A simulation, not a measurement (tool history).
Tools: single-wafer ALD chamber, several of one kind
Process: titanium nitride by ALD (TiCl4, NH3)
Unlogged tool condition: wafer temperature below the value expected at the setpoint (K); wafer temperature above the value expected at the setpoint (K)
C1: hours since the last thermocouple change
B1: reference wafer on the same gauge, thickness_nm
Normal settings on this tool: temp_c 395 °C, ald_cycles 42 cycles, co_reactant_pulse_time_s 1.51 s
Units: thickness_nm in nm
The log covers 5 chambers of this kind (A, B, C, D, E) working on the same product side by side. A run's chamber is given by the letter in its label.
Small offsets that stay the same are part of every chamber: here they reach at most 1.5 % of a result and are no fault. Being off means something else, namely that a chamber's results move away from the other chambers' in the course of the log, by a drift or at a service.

Run 1B, hour 8.6: usual settings; C1 611.6; B1 0.91092. Result: thickness_nm 0.90979 nm.
Run 2C, hour 14.9: usual settings; C1 27.8; B1 0.91089. Result: thickness_nm 0.89558 nm.
Run 3D, hour 25.1: usual settings; C1 688.0; B1 0.91071. Result: thickness_nm 0.91528 nm.
Run 4A, hour 33.5: usual settings; C1 808.4; B1 0.91058. Result: thickness_nm 0.91275 nm.
Run 5E, hour 39.7: usual settings; C1 1327.6; B1 0.91065. Result: thickness_nm 0.91481 nm.
Run 6C, hour 48.1: usual settings; C1 61.0; B1 0.91037. Result: thickness_nm 0.89628 nm.
Run 7B, hour 57.7: usual settings; C1 660.7; B1 0.91024. Result: thickness_nm 0.91124 nm.
Run 8D, hour 69.3: usual settings; C1 732.2; B1 0.91015. Result: thickness_nm 0.91496 nm.
Run 9E, hour 77.7: usual settings; C1 1365.6; B1 0.91016. Result: thickness_nm 0.91623 nm.
Run 10A, hour 84.4: usual settings; C1 859.3; B1 0.91029. Result: thickness_nm 0.91348 nm.
Run 11A, hour 97.3: usual settings; C1 872.2; B1 0.91018. Result: thickness_nm 0.91304 nm.
Run 12B, hour 110.1: usual settings; C1 713.1; B1 0.91006. Result: thickness_nm 0.90840 nm.
Run 13D, hour 117.2: usual settings but ald_cycles 48 cycles; C1 780.1; B1 0.90995. Result: thickness_nm 1.04270 nm.
Run 14C, hour 128.6: usual settings but ald_cycles 48 cycles; C1 141.5; B1 0.90972. Result: thickness_nm 1.02230 nm.
Run 15E, hour 137.3: usual settings but ald_cycles 48 cycles; C1 1425.2; B1 0.90999. Result: thickness_nm 1.04280 nm.
Run 16B, hour 146.5: usual settings but ald_cycles 48 cycles; C1 749.5; B1 0.90958. Result: thickness_nm 1.04070 nm.
Run 17C, hour 155.1: usual settings but ald_cycles 48 cycles; C1 168.0; B1 0.90973. Result: thickness_nm 1.02320 nm.
Run 18D, hour 166.3: usual settings; C1 829.2; B1 0.90941. Result: thickness_nm 0.91597 nm.
Run 19A, hour 176.9: usual settings; C1 951.8; B1 0.90919. Result: thickness_nm 0.91271 nm.
Run 20E, hour 185.1: usual settings; C1 1473.0; B1 0.90958. Result: thickness_nm 0.91503 nm.
Run 21E, hour 194.8: usual settings but ald_cycles 47 cycles; C1 1482.7; B1 0.90914. Result: thickness_nm 1.02420 nm.
Run 22D, hour 205.2: usual settings but ald_cycles 47 cycles; C1 868.1; B1 0.90918. Result: thickness_nm 1.02300 nm.
Run 23A, hour 216.4: usual settings but ald_cycles 47 cycles; C1 991.3; B1 0.90913. Result: thickness_nm 1.02170 nm.
Run 24C, hour 224.1: usual settings but ald_cycles 47 cycles; C1 237.0; B1 0.90895. Result: thickness_nm 1.00110 nm.
At hour 234.4: chamber E: thermocouple changed; heater temperature recalibrated.
Run 25B, hour 236.1: usual settings but ald_cycles 47 cycles; C1 839.1; B1 0.90881. Result: thickness_nm 1.01950 nm.
Run 26C, hour 246.2: usual settings; C1 259.1; B1 0.90884. Result: thickness_nm 0.89508 nm.
Run 27E, hour 252.4: usual settings; C1 18.1; B1 0.90865. Result: thickness_nm 0.91386 nm.
Run 28B, hour 263.2: usual settings; C1 866.2; B1 0.90872. Result: thickness_nm 0.90962 nm.
Run 29D, hour 275.9: usual settings; C1 938.8; B1 0.90858. Result: thickness_nm 0.91140 nm.
Run 30A, hour 282.0: usual settings; C1 1056.9; B1 0.90838. Result: thickness_nm 0.91165 nm.
Run 31C, hour 288.0: usual settings; C1 300.9; B1 0.90816. Result: thickness_nm 0.89300 nm.
Run 32D, hour 300.2: usual settings; C1 963.1; B1 0.90809. Result: thickness_nm 0.91118 nm.
Run 33E, hour 308.7: usual settings but ald_cycles 35 cycles, co_reactant_pulse_time_s 1.18 s; C1 74.4; B1 0.90806. Result: thickness_nm 0.75113 nm.
Run 34B, hour 317.0: usual settings but ald_cycles 35 cycles, co_reactant_pulse_time_s 1.18 s; C1 920.0; B1 0.90836. Result: thickness_nm 0.74630 nm.
Run 35A, hour 327.6: usual settings but ald_cycles 35 cycles, co_reactant_pulse_time_s 1.18 s; C1 1102.5; B1 0.90825. Result: thickness_nm 0.74990 nm.
Run 36A, hour 337.8: usual settings but ald_cycles 35 cycles, co_reactant_pulse_time_s 1.18 s; C1 1112.7; B1 0.90782. Result: thickness_nm 0.74900 nm.
Run 37E, hour 345.9: usual settings but ald_cycles 35 cycles, co_reactant_pulse_time_s 1.18 s; C1 111.6; B1 0.90800. Result: thickness_nm 0.74960 nm.
Run 38D, hour 353.1: usual settings; C1 1016.0; B1 0.90782. Result: thickness_nm 0.91296 nm.
Run 39C, hour 362.8: usual settings; C1 375.7; B1 0.90786. Result: thickness_nm 0.89337 nm.
Run 40B, hour 373.1: usual settings but ald_cycles 36 cycles, co_reactant_pulse_time_s 1.81 s; C1 976.1; B1 0.90764. Result: thickness_nm 0.78343 nm.
Run 41A, hour 386.3: usual settings but ald_cycles 36 cycles, co_reactant_pulse_time_s 1.81 s; C1 1161.2; B1 0.90766. Result: thickness_nm 0.78647 nm.
Run 42B, hour 396.4: usual settings but ald_cycles 36 cycles, co_reactant_pulse_time_s 1.81 s; C1 999.4; B1 0.90748. Result: thickness_nm 0.78427 nm.
Run 43E, hour 409.6: usual settings but ald_cycles 36 cycles, co_reactant_pulse_time_s 1.81 s; C1 175.3; B1 0.90753. Result: thickness_nm 0.78867 nm.
Run 44C, hour 417.0: usual settings but ald_cycles 36 cycles, co_reactant_pulse_time_s 1.81 s; C1 429.9; B1 0.90707. Result: thickness_nm 0.77256 nm.

Decide between three cases: one chamber stands off from its peers, the gauge reading all wafers drifts, or nothing is wrong past each chamber's small offset. Where a chamber is off, say which and what most likely put it there.

The shared gauge is drifting. All chambers look as if they move in step, but none is off.
Likeliest cause: gauge reads low (%) = 0.425.
